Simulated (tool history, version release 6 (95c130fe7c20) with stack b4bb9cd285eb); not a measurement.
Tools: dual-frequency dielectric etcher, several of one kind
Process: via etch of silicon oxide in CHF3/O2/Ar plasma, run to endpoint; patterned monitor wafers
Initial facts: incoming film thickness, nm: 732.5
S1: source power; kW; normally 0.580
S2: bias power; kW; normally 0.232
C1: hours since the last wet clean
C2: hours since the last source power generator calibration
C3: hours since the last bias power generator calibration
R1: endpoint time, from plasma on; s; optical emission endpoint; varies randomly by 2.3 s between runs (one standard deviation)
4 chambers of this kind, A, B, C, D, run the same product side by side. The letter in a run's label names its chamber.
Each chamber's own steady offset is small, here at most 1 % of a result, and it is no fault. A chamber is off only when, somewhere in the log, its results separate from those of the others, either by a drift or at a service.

run	hour	S1	S2	C1	C2	C3	R1
1C	14.1	0.580	0.232	135.6	2412.9	1289.4	348.61
2B	21.8	0.580	0.232	105.9	328.2	3555.2	340.70
3D	35.5	0.580	0.232	270.0	3569.9	391.6	343.81
4A	45.7	0.580	0.232	96.4	2418.1	142.8	341.75
5D	60.6	0.580	0.232	295.1	3595.0	416.7	341.55
6C	74.8	0.580	0.232	196.3	2473.6	1350.1	343.97
7A	89.9	0.580	0.232	140.6	2462.3	187.0	344.43
8B	98.0	0.580	0.232	182.1	404.4	3631.4	339.81
# hour 108.4: chamber D: wet clean of the chamber
9D	110.0	0.580	0.232	1.7	3644.4	466.1	348.81
10C	120.4	0.580	0.232	241.9	2519.2	1395.7	343.06
11A	128.1	0.580	0.232	178.8	2500.5	225.2	342.37
12B	144.2	0.700	0.194	228.3	450.6	3677.6	336.17
# hour 155.7: chamber B: bias power generator calibrated
13A	157.7	0.700	0.194	208.4	2530.1	254.8	343.03
14C	166.3	0.700	0.194	287.8	2565.1	1441.6	339.35
15B	175.4	0.700	0.194	259.5	481.8	19.7	337.97
16D	185.1	0.580	0.232	76.8	3719.5	541.2	346.87
17D	197.8	0.580	0.232	89.5	3732.2	553.9	345.62
18C	207.9	0.580	0.232	329.4	2606.7	1483.2	340.16
19A	218.2	0.580	0.232	268.9	2590.6	315.3	340.66
20B	228.1	0.580	0.232	312.2	534.5	72.4	339.77
21C	236.1	0.580	0.232	357.6	2634.9	1511.4	343.99
22B	243.3	0.580	0.232	327.4	549.7	87.6	338.47
# hour 248.3: chamber D: source power generator calibrated
23A	258.8	0.580	0.232	309.5	2631.2	355.9	344.92
24D	272.2	0.580	0.232	163.9	24.0	628.3	347.17
25D	285.6	0.580	0.232	177.3	37.4	641.7	347.41
26B	297.6	0.580	0.232	381.7	604.0	141.9	341.76
27A	305.5	0.520	0.272	356.2	2677.9	402.6	336.85
# hour 309.9: chamber C: wet clean of the chamber
# hour 315.4: chamber C: source power generator calibrated
28C	319.9	0.520	0.272	10.0	4.6	1595.2	340.20
29A	334.0	0.520	0.272	384.7	2706.4	431.1	337.20
30B	343.1	0.520	0.272	427.2	649.5	187.4	336.64
31C	357.8	0.580	0.232	47.9	42.5	1633.1	348.51
32D	364.9	0.580	0.232	256.6	116.7	721.0	349.48
33D	373.4	0.580	0.232	265.1	125.2	729.5	349.10
34B	387.6	0.580	0.232	471.7	694.0	231.9	340.28
# hour 391.3: chamber A: wet clean of the chamber
35A	397.8	0.580	0.232	6.6	2770.2	494.9	343.25
36C	407.5	0.580	0.232	97.6	92.2	1682.8	345.10
37A	418.0	0.580	0.232	26.8	2790.4	515.1	344.57
38B	433.5	0.580	0.232	517.6	739.9	277.8	343.94
# hour 440.4: chamber D: wet clean of the chamber
39C	449.4	0.580	0.232	139.5	134.1	1724.7	344.97
40D	460.5	0.580	0.232	20.1	212.3	816.6	343.91
41B	475.7	0.580	0.232	559.8	782.1	320.0	342.58

What goes on in this fleet: one chamber off, a drifting gauge, or nothing beyond the chambers' own small offsets? Name the chamber and the cause, if any.

Neither any chamber nor the gauge drifts; the chambers differ only by their own small, steady offsets.
